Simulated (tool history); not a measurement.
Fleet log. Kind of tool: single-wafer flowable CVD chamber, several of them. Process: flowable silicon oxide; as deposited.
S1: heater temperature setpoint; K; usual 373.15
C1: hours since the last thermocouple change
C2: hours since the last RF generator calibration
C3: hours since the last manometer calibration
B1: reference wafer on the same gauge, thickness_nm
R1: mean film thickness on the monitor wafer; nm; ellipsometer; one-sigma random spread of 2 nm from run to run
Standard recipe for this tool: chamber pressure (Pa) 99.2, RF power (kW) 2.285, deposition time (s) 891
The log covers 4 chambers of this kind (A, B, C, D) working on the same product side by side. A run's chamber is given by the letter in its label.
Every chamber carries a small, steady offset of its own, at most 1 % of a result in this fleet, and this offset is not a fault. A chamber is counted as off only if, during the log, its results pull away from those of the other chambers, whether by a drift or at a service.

{"run": "1C", "hour": 6.9, "S1": 373.15, "chamber pressure (Pa)": 99.2, "RF power (kW)": 2.285, "deposition time (s)": 891, "C1": 253.3, "C2": 714.9, "C3": 533.1, "B1": 488.99, "R1": 507.29}
{"run": "2D", "hour": 14.2, "S1": 373.15, "chamber pressure (Pa)": 99.2, "RF power (kW)": 2.285, "deposition time (s)": 891, "C1": 1989.6, "C2": 1502.4, "C3": 175.3, "B1": 488.68, "R1": 505.57}
{"run": "3B", "hour": 21.9, "S1": 373.15, "chamber pressure (Pa)": 99.2, "RF power (kW)": 2.285, "deposition time (s)": 891, "C1": 335.9, "C2": 1820.4, "C3": 92.8, "B1": 488.67, "R1": 500.85}
{"run": "4A", "hour": 26.9, "S1": 373.15, "chamber pressure (Pa)": 99.2, "RF power (kW)": 2.285, "deposition time (s)": 891, "C1": 72.1, "C2": 656.1, "C3": 1661.5, "B1": 489.34, "R1": 508.48}
{"run": "5D", "hour": 33.4, "S1": 373.15, "chamber pressure (Pa)": 99.2, "RF power (kW)": 2.285, "deposition time (s)": 891, "C1": 2008.8, "C2": 1521.6, "C3": 194.5, "B1": 489.27, "R1": 506.96}
{"run": "6A", "hour": 37.2, "S1": 373.15, "chamber pressure (Pa)": 99.2, "RF power (kW)": 2.285, "deposition time (s)": 891, "C1": 82.4, "C2": 666.4, "C3": 1671.8, "B1": 489.18, "R1": 504.2}
{"run": "7B", "hour": 45.0, "S1": 373.15, "chamber pressure (Pa)": 99.2, "RF power (kW)": 2.285, "deposition time (s)": 891, "C1": 359, "C2": 1843.5, "C3": 115.9, "B1": 489.1, "R1": 500.42}
{"run": "8C", "hour": 51.0, "S1": 373.15, "chamber pressure (Pa)": 99.2, "RF power (kW)": 2.285, "deposition time (s)": 891, "C1": 297.4, "C2": 759, "C3": 577.2, "B1": 489.25, "R1": 504.76}
{"run": "9D", "hour": 58.5, "S1": 373.15, "chamber pressure (Pa)": 99.2, "RF power (kW)": 2.285, "deposition time (s)": 891, "C1": 2033.9, "C2": 1546.7, "C3": 219.6, "B1": 489.45, "R1": 508.19}
{"run": "10B", "hour": 63.0, "S1": 373.15, "chamber pressure (Pa)": 99.2, "RF power (kW)": 2.285, "deposition time (s)": 891, "C1": 377, "C2": 1861.5, "C3": 133.9, "B1": 489.28, "R1": 498.37}
{"run": "11C", "hour": 67.5, "S1": 373.15, "chamber pressure (Pa)": 78.4, "RF power (kW)": 2.285, "deposition time (s)": 891, "C1": 313.9, "C2": 775.5, "C3": 593.7, "B1": 489.31, "R1": 366.45}
{"run": "12A", "hour": 72.8, "S1": 373.15, "chamber pressure (Pa)": 78.4, "RF power (kW)": 2.285, "deposition time (s)": 891, "C1": 118, "C2": 702, "C3": 1707.4, "B1": 488.73, "R1": 368.06}
{"run": "13C", "hour": 76.6, "S1": 373.15, "chamber pressure (Pa)": 78.4, "RF power (kW)": 2.285, "deposition time (s)": 891, "C1": 323, "C2": 784.6, "C3": 602.8, "B1": 488.96, "R1": 364.69}
{"run": "14B", "hour": 82.0, "S1": 373.15, "chamber pressure (Pa)": 78.4, "RF power (kW)": 2.285, "deposition time (s)": 891, "C1": 396, "C2": 1880.5, "C3": 152.9, "B1": 489.08, "R1": 361.73}
{"run": "15A", "hour": 89.7, "S1": 373.15, "chamber pressure (Pa)": 99.2, "RF power (kW)": 2.285, "deposition time (s)": 891, "C1": 134.9, "C2": 718.9, "C3": 1724.3, "B1": 488.77, "R1": 506.04}
{"run": "16D", "hour": 98.2, "S1": 373.15, "chamber pressure (Pa)": 99.2, "RF power (kW)": 1.955, "deposition time (s)": 891, "C1": 2073.6, "C2": 1586.4, "C3": 259.3, "B1": 488.81, "R1": 489.5}
{"run": "17B", "hour": 104.1, "S1": 373.15, "chamber pressure (Pa)": 99.2, "RF power (kW)": 1.955, "deposition time (s)": 891, "C1": 418.1, "C2": 1902.6, "C3": 175, "B1": 489.16, "R1": 484.94}
{"run": "18A", "hour": 110.5, "S1": 373.15, "chamber pressure (Pa)": 99.2, "RF power (kW)": 1.955, "deposition time (s)": 891, "C1": 155.7, "C2": 739.7, "C3": 1745.1, "B1": 488.87, "R1": 491.35}
{"run": "19C", "hour": 116.2, "S1": 373.15, "chamber pressure (Pa)": 99.2, "RF power (kW)": 1.955, "deposition time (s)": 891, "C1": 362.6, "C2": 824.2, "C3": 642.4, "B1": 489.16, "R1": 478.33}
{"run": "20D", "hour": 121.3, "S1": 373.15, "chamber pressure (Pa)": 99.2, "RF power (kW)": 2.285, "deposition time (s)": 891, "C1": 2096.7, "C2": 1609.5, "C3": 282.4, "B1": 488.53, "R1": 504.04}
{"run": "21D", "hour": 128.7, "S1": 373.15, "chamber pressure (Pa)": 99.2, "RF power (kW)": 2.285, "deposition time (s)": 891, "C1": 2104.1, "C2": 1616.9, "C3": 289.8, "B1": 488.94, "R1": 503.1}
{"run": "22C", "hour": 134.1, "S1": 373.15, "chamber pressure (Pa)": 99.2, "RF power (kW)": 2.285, "deposition time (s)": 891, "C1": 380.5, "C2": 842.1, "C3": 660.3, "B1": 488.84, "R1": 494.1}
{"run": "23B", "hour": 140.3, "S1": 373.15, "chamber pressure (Pa)": 99.2, "RF power (kW)": 2.285, "deposition time (s)": 891, "C1": 454.3, "C2": 1938.8, "C3": 211.2, "B1": 489.03, "R1": 501.02}
{"run": "24A", "hour": 145.2, "S1": 373.15, "chamber pressure (Pa)": 99.2, "RF power (kW)": 2.285, "deposition time (s)": 788, "C1": 190.4, "C2": 774.4, "C3": 1779.8, "B1": 488.97, "R1": 449.06}
{"run": "25B", "hour": 153.0, "S1": 373.15, "chamber pressure (Pa)": 99.2, "RF power (kW)": 2.285, "deposition time (s)": 788, "C1": 467, "C2": 1951.5, "C3": 223.9, "B1": 488.39, "R1": 443.77}
{"hour": 155.5, "done": "chamber A: RF generator calibrated"}
{"run": "26A", "hour": 157.2, "S1": 373.15, "chamber pressure (Pa)": 99.2, "RF power (kW)": 2.285, "deposition time (s)": 788, "C1": 202.4, "C2": 1.8, "C3": 1791.8, "B1": 489.11, "R1": 449.49}
{"run": "27C", "hour": 165.4, "S1": 373.15, "chamber pressure (Pa)": 99.2, "RF power (kW)": 2.285, "deposition time (s)": 788, "C1": 411.8, "C2": 873.4, "C3": 691.6, "B1": 488.87, "R1": 431.01}
{"run": "28D", "hour": 169.5, "S1": 373.15, "chamber pressure (Pa)": 99.2, "RF power (kW)": 2.285, "deposition time (s)": 891, "C1": 2144.9, "C2": 1657.7, "C3": 330.6, "B1": 489.29, "R1": 503.91}
{"run": "29B", "hour": 175.2, "S1": 373.15, "chamber pressure (Pa)": 99.2, "RF power (kW)": 2.285, "deposition time (s)": 891, "C1": 489.2, "C2": 1973.7, "C3": 246.1, "B1": 488.99, "R1": 500.41}
{"run": "30D", "hour": 179.0, "S1": 373.15, "chamber pressure (Pa)": 99.2, "RF power (kW)": 2.285, "deposition time (s)": 891, "C1": 2154.4, "C2": 1667.2, "C3": 340.1, "B1": 489.16, "R1": 507.2}
{"run": "31A", "hour": 185.0, "S1": 373.15, "chamber pressure (Pa)": 99.2, "RF power (kW)": 2.285, "deposition time (s)": 891, "C1": 230.2, "C2": 29.6, "C3": 1819.6, "B1": 488.48, "R1": 509.89}
{"run": "32C", "hour": 191.7, "S1": 373.15, "chamber pressure (Pa)": 99.2, "RF power (kW)": 2.285, "deposition time (s)": 891, "C1": 438.1, "C2": 899.7, "C3": 717.9, "B1": 489.03, "R1": 484.41}
{"run": "33C", "hour": 199.4, "S1": 373.15, "chamber pressure (Pa)": 110.7, "RF power (kW)": 2.285, "deposition time (s)": 891, "C1": 445.8, "C2": 907.4, "C3": 725.6, "B1": 489.22, "R1": 558.12}
{"run": "34D", "hour": 204.7, "S1": 373.15, "chamber pressure (Pa)": 110.7, "RF power (kW)": 2.285, "deposition time (s)": 891, "C1": 2180.1, "C2": 1692.9, "C3": 365.8, "B1": 488.88, "R1": 585.42}
{"run": "35B", "hour": 210.5, "S1": 373.15, "chamber pressure (Pa)": 110.7, "RF power (kW)": 2.285, "deposition time (s)": 891, "C1": 524.5, "C2": 2009, "C3": 281.4, "B1": 488.89, "R1": 576.57}
{"run": "36A", "hour": 215.3, "S1": 373.15, "chamber pressure (Pa)": 110.7, "RF power (kW)": 2.285, "deposition time (s)": 891, "C1": 260.5, "C2": 59.9, "C3": 1849.9, "B1": 488.9, "R1": 586.65}
{"run": "37A", "hour": 220.8, "S1": 373.15, "chamber pressure (Pa)": 99.2, "RF power (kW)": 2.285, "deposition time (s)": 891, "C1": 266, "C2": 65.4, "C3": 1855.4, "B1": 489.13, "R1": 508.32}
{"run": "38C", "hour": 228.5, "S1": 373.15, "chamber pressure (Pa)": 99.2, "RF power (kW)": 2.285, "deposition time (s)": 891, "C1": 474.9, "C2": 936.5, "C3": 754.7, "B1": 489.05, "R1": 478.83}

Predict what each chamber gives when all 4 of them run the settings below next.
{"run": "39A", "hour": 234.6, "S1": 373.15, "chamber pressure (Pa)": 99.2, "RF power (kW)": 2.285, "deposition time (s)": 725, "R1": "?"}
{"run": "39B", "hour": 234.6, "S1": 373.15, "chamber pressure (Pa)": 99.2, "RF power (kW)": 2.285, "deposition time (s)": 725, "R1": "?"}
{"run": "39C", "hour": 234.6, "S1": 373.15, "chamber pressure (Pa)": 99.2, "RF power (kW)": 2.285, "deposition time (s)": 725, "R1": "?"}
{"run": "39D", "hour": 234.6, "S1": 373.15, "chamber pressure (Pa)": 99.2, "RF power (kW)": 2.285, "deposition time (s)": 725, "R1": "?"}

run=39A R1=415.37
run=39B R1=406.57
run=39C R1=390.67
run=39D R1=409.41
